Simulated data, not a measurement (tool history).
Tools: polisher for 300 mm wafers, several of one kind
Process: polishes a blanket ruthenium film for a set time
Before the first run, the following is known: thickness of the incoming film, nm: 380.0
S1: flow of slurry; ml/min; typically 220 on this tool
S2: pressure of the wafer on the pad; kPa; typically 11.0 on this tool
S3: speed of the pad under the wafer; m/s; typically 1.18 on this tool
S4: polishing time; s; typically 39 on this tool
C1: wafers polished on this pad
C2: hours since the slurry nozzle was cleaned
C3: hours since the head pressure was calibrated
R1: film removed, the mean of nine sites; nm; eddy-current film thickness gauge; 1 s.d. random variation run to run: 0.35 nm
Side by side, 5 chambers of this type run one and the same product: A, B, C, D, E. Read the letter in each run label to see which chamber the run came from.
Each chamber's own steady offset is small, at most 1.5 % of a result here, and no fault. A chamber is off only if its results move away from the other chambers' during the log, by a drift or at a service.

{"run": "1E", "day": 0.212, "S1": 220, "S2": 11.0, "S3": 1.18, "S4": 39, "C1": 456, "C2": 304.2, "C3": 179.5, "R1": 38.981}
{"day": 0.379, "done": "chamber E: worn pad replaced by a new one"}
{"run": "2A", "day": 0.512, "S1": 220, "S2": 11.0, "S3": 1.18, "S4": 39, "C1": 259, "C2": 180.2, "C3": 1215.2, "R1": 38.235}
{"run": "3C", "day": 0.754, "S1": 220, "S2": 11.0, "S3": 1.18, "S4": 39, "C1": 805, "C2": 100.2, "C3": 668.5, "R1": 37.369}
{"day": 0.967, "done": "chamber B: worn pad replaced by a new one"}
{"run": "4D", "day": 1.088, "S1": 220, "S2": 11.0, "S3": 1.18, "S4": 39, "C1": 833, "C2": 32.7, "C3": 709.5, "R1": 37.934}
{"run": "5B", "day": 1.392, "S1": 220, "S2": 11.0, "S3": 1.18, "S4": 39, "C1": 134, "C2": 205.2, "C3": 226.5, "R1": 37.709}
{"run": "6D", "day": 1.571, "S1": 220, "S2": 11.0, "S3": 1.36, "S4": 45, "C1": 984, "C2": 44.3, "C3": 721.1, "R1": 50.679}
{"run": "7B", "day": 1.833, "S1": 220, "S2": 11.0, "S3": 1.36, "S4": 45, "C1": 272, "C2": 215.8, "C3": 237.1, "R1": 49.916}
{"run": "8E", "day": 2.108, "S1": 220, "S2": 11.0, "S3": 1.36, "S4": 45, "C1": 542, "C2": 349.7, "C3": 225.0, "R1": 51.207}
{"day": 2.171, "done": "chamber E: worn pad replaced by a new one"}
{"run": "9A", "day": 2.371, "S1": 220, "S2": 11.0, "S3": 1.36, "S4": 45, "C1": 842, "C2": 224.8, "C3": 1259.8, "R1": 50.637}
{"run": "10C", "day": 2.642, "S1": 220, "S2": 11.0, "S3": 1.36, "S4": 45, "C1": 1397, "C2": 145.5, "C3": 713.8, "R1": 49.726}
{"day": 2.733, "done": "chamber B: worn pad replaced by a new one"}
{"day": 2.862, "done": "chamber C: worn pad replaced by a new one"}
{"run": "11B", "day": 2.975, "S1": 220, "S2": 11.0, "S3": 1.18, "S4": 39, "C1": 76, "C2": 243.2, "C3": 264.5, "R1": 38.525}
{"run": "12A", "day": 3.267, "S1": 190, "S2": 11.0, "S3": 1.18, "S4": 39, "C1": 1123, "C2": 246.3, "C3": 1281.3, "R1": 37.308}
{"day": 3.512, "done": "chamber A: worn pad replaced by a new one"}
{"run": "13D", "day": 3.575, "S1": 190, "S2": 11.0, "S3": 1.18, "S4": 39, "C1": 1613, "C2": 92.4, "C3": 769.2, "R1": 36.459}
{"run": "14C", "day": 3.812, "S1": 190, "S2": 11.0, "S3": 1.18, "S4": 39, "C1": 298, "C2": 173.6, "C3": 741.9, "R1": 36.859}
{"run": "15E", "day": 3.975, "S1": 190, "S2": 11.0, "S3": 1.18, "S4": 39, "C1": 566, "C2": 394.5, "C3": 269.8, "R1": 37.934}
{"day": 4.15, "done": "chamber E: worn pad replaced by a new one"}
{"run": "16E", "day": 4.196, "S1": 190, "S2": 11.0, "S3": 1.18, "S4": 39, "C1": 15, "C2": 399.8, "C3": 275.1, "R1": 37.8}
{"run": "17A", "day": 4.442, "S1": 220, "S2": 11.0, "S3": 1.18, "S4": 39, "C1": 291, "C2": 274.5, "C3": 1309.5, "R1": 38.41}
{"day": 4.55, "done": "chamber B: worn pad replaced by a new one"}
{"run": "18C", "day": 4.608, "S1": 220, "S2": 11.0, "S3": 1.18, "S4": 39, "C1": 548, "C2": 192.7, "C3": 761.0, "R1": 38.05}
{"run": "19D", "day": 4.883, "S1": 220, "S2": 11.0, "S3": 1.18, "S4": 39, "C1": 2023, "C2": 123.8, "C3": 800.6, "R1": 36.052}
{"run": "20B", "day": 5.196, "S1": 220, "S2": 11.0, "S3": 1.18, "S4": 39, "C1": 202, "C2": 296.5, "C3": 317.8, "R1": 38.041}
{"run": "21D", "day": 5.4, "S1": 220, "S2": 11.0, "S3": 1.18, "S4": 39, "C1": 2185, "C2": 136.2, "C3": 813.0, "R1": 36.297}
{"run": "22C", "day": 5.654, "S1": 220, "S2": 11.0, "S3": 1.18, "S4": 39, "C1": 875, "C2": 217.8, "C3": 786.1, "R1": 37.4}
{"run": "23A", "day": 5.921, "S1": 220, "S2": 11.0, "S3": 1.18, "S4": 39, "C1": 755, "C2": 310.0, "C3": 1345.0, "R1": 37.791}
{"day": 6.05, "done": "chamber E: worn pad replaced by a new one"}
{"run": "24B", "day": 6.212, "S1": 220, "S2": 11.0, "S3": 1.18, "S4": 39, "C1": 521, "C2": 320.9, "C3": 342.2, "R1": 37.162}
{"run": "25E", "day": 6.458, "S1": 220, "S2": 11.0, "S3": 1.18, "S4": 39, "C1": 128, "C2": 454.1, "C3": 329.4, "R1": 38.95}
{"day": 6.479, "done": "chamber B: worn pad replaced by a new one"}
{"day": 6.696, "done": "chamber C: worn pad replaced by a new one"}
{"day": 6.804, "done": "chamber B: slurry nozzle cleaned"}
{"run": "26D", "day": 6.817, "S1": 220, "S2": 11.0, "S3": 1.18, "S4": 39, "C1": 2629, "C2": 170.2, "C3": 847.0, "R1": 35.427}
{"day": 7.075, "done": "chamber E: head pressure recalibrated"}
{"run": "27E", "day": 7.117, "S1": 190, "S2": 14.5, "S3": 1.18, "S4": 39, "C1": 335, "C2": 469.9, "C3": 1.0, "R1": 50.019}
{"run": "28A", "day": 7.312, "S1": 190, "S2": 14.5, "S3": 1.18, "S4": 39, "C1": 1191, "C2": 343.4, "C3": 1378.4, "R1": 49.367}
{"run": "29B", "day": 7.638, "S1": 190, "S2": 14.5, "S3": 1.18, "S4": 39, "C1": 363, "C2": 20.0, "C3": 376.4, "R1": 48.826}
{"run": "30C", "day": 7.925, "S1": 190, "S2": 14.5, "S3": 1.18, "S4": 39, "C1": 385, "C2": 272.3, "C3": 840.6, "R1": 49.696}
{"day": 8.025, "done": "chamber E: worn pad replaced by a new one"}
{"day": 8.262, "done": "chamber B: worn pad replaced by a new one"}
{"run": "31B", "day": 8.279, "S1": 190, "S2": 14.5, "S3": 1.18, "S4": 39, "C1": 5, "C2": 35.4, "C3": 391.8, "R1": 47.504}
{"day": 8.496, "done": "chamber A: worn pad replaced by a new one"}
{"run": "32E", "day": 8.571, "S1": 220, "S2": 11.0, "S3": 1.18, "S4": 39, "C1": 171, "C2": 504.8, "C3": 35.9, "R1": 38.06}
{"run": "33A", "day": 8.85, "S1": 220, "S2": 11.0, "S3": 1.18, "S4": 39, "C1": 112, "C2": 380.3, "C3": 1415.3, "R1": 38.475}
{"run": "34C", "day": 9.158, "S1": 220, "S2": 11.0, "S3": 1.18, "S4": 39, "C1": 772, "C2": 301.9, "C3": 870.2, "R1": 37.505}

Is one chamber out of step, is the gauge drifting, or do the chambers differ by no more than their own small offsets? For an off chamber, give its letter and the likeliest cause.

It is chamber D that slowly wanders off from its peers.
Likeliest cause: removal rate lost through wear of the pad, % = 11.9.
It could be hard to tell apart here from: head's pressure below its setpoint, %.

Which of the 4 candidates below, each the usual settings with something changed and its results left as question marks, puts chamber D back in line with what the other chambers give on the usual settings?
In line here means within this much of the mean the other chambers give on the usual settings: R1 1.200 nm
{"run": "35D-1", "day": 9.417, "S1": 220, "S2": 11.0, "S3": 1.32, "S4": 39, "R1": "?"}
{"run": "35D-2", "day": 9.417, "S1": 220, "S2": 11.0, "S3": 1.22, "S4": 40, "R1": "?"}
{"run": "35D-3", "day": 9.417, "S1": 215, "S2": 11.0, "S3": 1.04, "S4": 39, "R1": "?"}
{"run": "35D-4", "day": 9.417, "S1": 220, "S2": 11.0, "S3": 1.14, "S4": 38, "R1": "?"}

On the usual settings, the other chambers give on average: R1 38.025 nm
run=35D-1 R1=37.914
run=35D-2 R1=35.901
run=35D-3 R1=29.681
run=35D-4 R1=31.837
It is 35D-1 that realigns the chamber with its peers.

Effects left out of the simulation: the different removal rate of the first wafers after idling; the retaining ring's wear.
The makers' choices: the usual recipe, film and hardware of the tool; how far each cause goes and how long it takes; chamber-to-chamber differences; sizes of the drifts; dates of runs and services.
